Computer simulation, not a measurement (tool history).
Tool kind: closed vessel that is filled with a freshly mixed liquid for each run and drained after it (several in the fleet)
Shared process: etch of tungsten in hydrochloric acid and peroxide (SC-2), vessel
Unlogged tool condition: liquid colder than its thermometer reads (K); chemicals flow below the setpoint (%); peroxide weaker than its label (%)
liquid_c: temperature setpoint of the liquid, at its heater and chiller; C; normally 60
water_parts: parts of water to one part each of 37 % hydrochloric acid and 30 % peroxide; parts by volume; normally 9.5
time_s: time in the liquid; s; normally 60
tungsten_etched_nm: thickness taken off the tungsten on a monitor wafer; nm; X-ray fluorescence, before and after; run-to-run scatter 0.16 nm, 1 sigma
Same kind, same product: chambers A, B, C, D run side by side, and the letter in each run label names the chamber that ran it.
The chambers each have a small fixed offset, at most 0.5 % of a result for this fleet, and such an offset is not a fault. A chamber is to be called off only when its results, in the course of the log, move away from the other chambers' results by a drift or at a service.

| run | hour | liquid_c | water_parts | time_s | hours since the thermometer was replaced | hours since the chemicals flow meter was replaced | hours since the drum of peroxide was connected | read-back film thickness of the tungsten reference wafer, read on the same gauge (nm) | tungsten_etched_nm |
|---|---|---|---|---|---|---|---|---|---|
| 1B | 4.2 | 60 | 9.5 | 60 | 411.1 | 14.9 | 846.6 | 130.01 | 26.447 |
| 2C | 11.9 | 60 | 9.5 | 60 | 535.2 | 412.5 | 134.2 | 129.99 | 26.311 |
| 3D | 21 | 60 | 9.5 | 60 | 691.8 | 829.8 | 185.8 | 130.02 | 26.672 |
| 4A | 28.6 | 60 | 9.5 | 60 | 970.9 | 1019.6 | 53.2 | 129.98 | 26.407 |
| 5A | 34.1 | 60 | 9.5 | 60 | 976.4 | 1025.1 | 58.7 | 129.99 | 26.35 |
| 6D | 43.2 | 60 | 9.5 | 90 | 714 | 852 | 208 | 130.02 | 39.253 |
| 7B | 49 | 60 | 9.5 | 90 | 455.9 | 59.7 | 891.4 | 129.99 | 39.263 |
| 8C | 56.5 | 60 | 9.5 | 90 | 579.8 | 457.1 | 178.8 | 130 | 39.302 |
| 9C | 64.9 | 60 | 9.5 | 90 | 588.2 | 465.5 | 187.2 | 130 | 39.787 |
| 10A | 69 | 60 | 9.5 | 60 | 1011.3 | 1060 | 93.6 | 129.99 | 26.495 |
| 11B | 77.5 | 68.5 | 9.5 | 60 | 484.4 | 88.2 | 919.9 | 130 | 44.546 |
| 12D | 86.4 | 68.5 | 9.5 | 60 | 757.2 | 895.2 | 251.2 | 130.01 | 44.071 |
| 13D | 94.2 | 68.5 | 9.5 | 60 | 765 | 903 | 259 | 130.01 | 44.269 |
| 14C | 100.8 | 68.5 | 9.5 | 60 | 624.1 | 501.4 | 223.1 | 129.99 | 43.476 |
| 15B | 105.4 | 60 | 9.5 | 60 | 512.3 | 116.1 | 947.8 | 130.01 | 26.207 |
| 16A | 111.7 | 60 | 9.5 | 60 | 1054 | 1102.7 | 136.3 | 129.98 | 26.591 |
| 17B | 116.8 | 60 | 9.5 | 60 | 523.7 | 127.5 | 959.2 | 130.02 | 26.286 |
| 18A | 122.3 | 60 | 9.5 | 60 | 1064.6 | 1113.3 | 146.9 | 130.03 | 26.394 |
| 19D | 126.7 | 60 | 9.5 | 60 | 797.5 | 935.5 | 291.5 | 129.98 | 26.523 |
| 20C | 134.7 | 60 | 9.5 | 60 | 658 | 535.3 | 257 | 129.99 | 26.429 |
| 21C | 143.1 | 60 | 9.5 | 60 | 666.4 | 543.7 | 265.4 | 130.01 | 26.718 |
| 22B | 148.1 | 60 | 9.5 | 60 | 555 | 158.8 | 990.5 | 129.98 | 26.321 |
|  | 148.2 | chamber B: new drum of peroxide connected |
| 23A | 155.7 | 60 | 9.5 | 60 | 1098 | 1146.7 | 180.3 | 129.99 | 26.263 |
| 24D | 164.4 | 60 | 9.5 | 60 | 835.2 | 973.2 | 329.2 | 129.98 | 26.416 |
|  | 167.3 | chamber D: thermometer replaced |
| 25C | 169 | 60 | 6.5 | 60 | 692.3 | 569.6 | 291.3 | 129.99 | 35.441 |
| 26A | 177.4 | 60 | 6.5 | 60 | 1119.7 | 1168.4 | 202 | 130 | 35.878 |
| 27D | 181.4 | 60 | 6.5 | 60 | 14.2 | 990.2 | 346.2 | 130.02 | 35.818 |
| 28B | 188.9 | 60 | 6.5 | 60 | 595.8 | 199.6 | 40.7 | 129.99 | 35.263 |
| 29C | 196.5 | 60 | 9.5 | 60 | 719.8 | 597.1 | 318.8 | 130.01 | 26.634 |
| 30B | 203.6 | 54 | 9.5 | 30 | 610.5 | 214.3 | 55.4 | 129.96 | 8.9517 |
| 31A | 211.9 | 54 | 9.5 | 30 | 1154.2 | 1202.9 | 236.5 | 130.03 | 8.9917 |

One chamber off, gauge drift, or nothing amiss beyond the chambers' own small offsets? If it is a chamber, which one, and what is the likeliest cause?

No chamber is off and the gauge is stable; the differences are just each chamber's small, constant offset.

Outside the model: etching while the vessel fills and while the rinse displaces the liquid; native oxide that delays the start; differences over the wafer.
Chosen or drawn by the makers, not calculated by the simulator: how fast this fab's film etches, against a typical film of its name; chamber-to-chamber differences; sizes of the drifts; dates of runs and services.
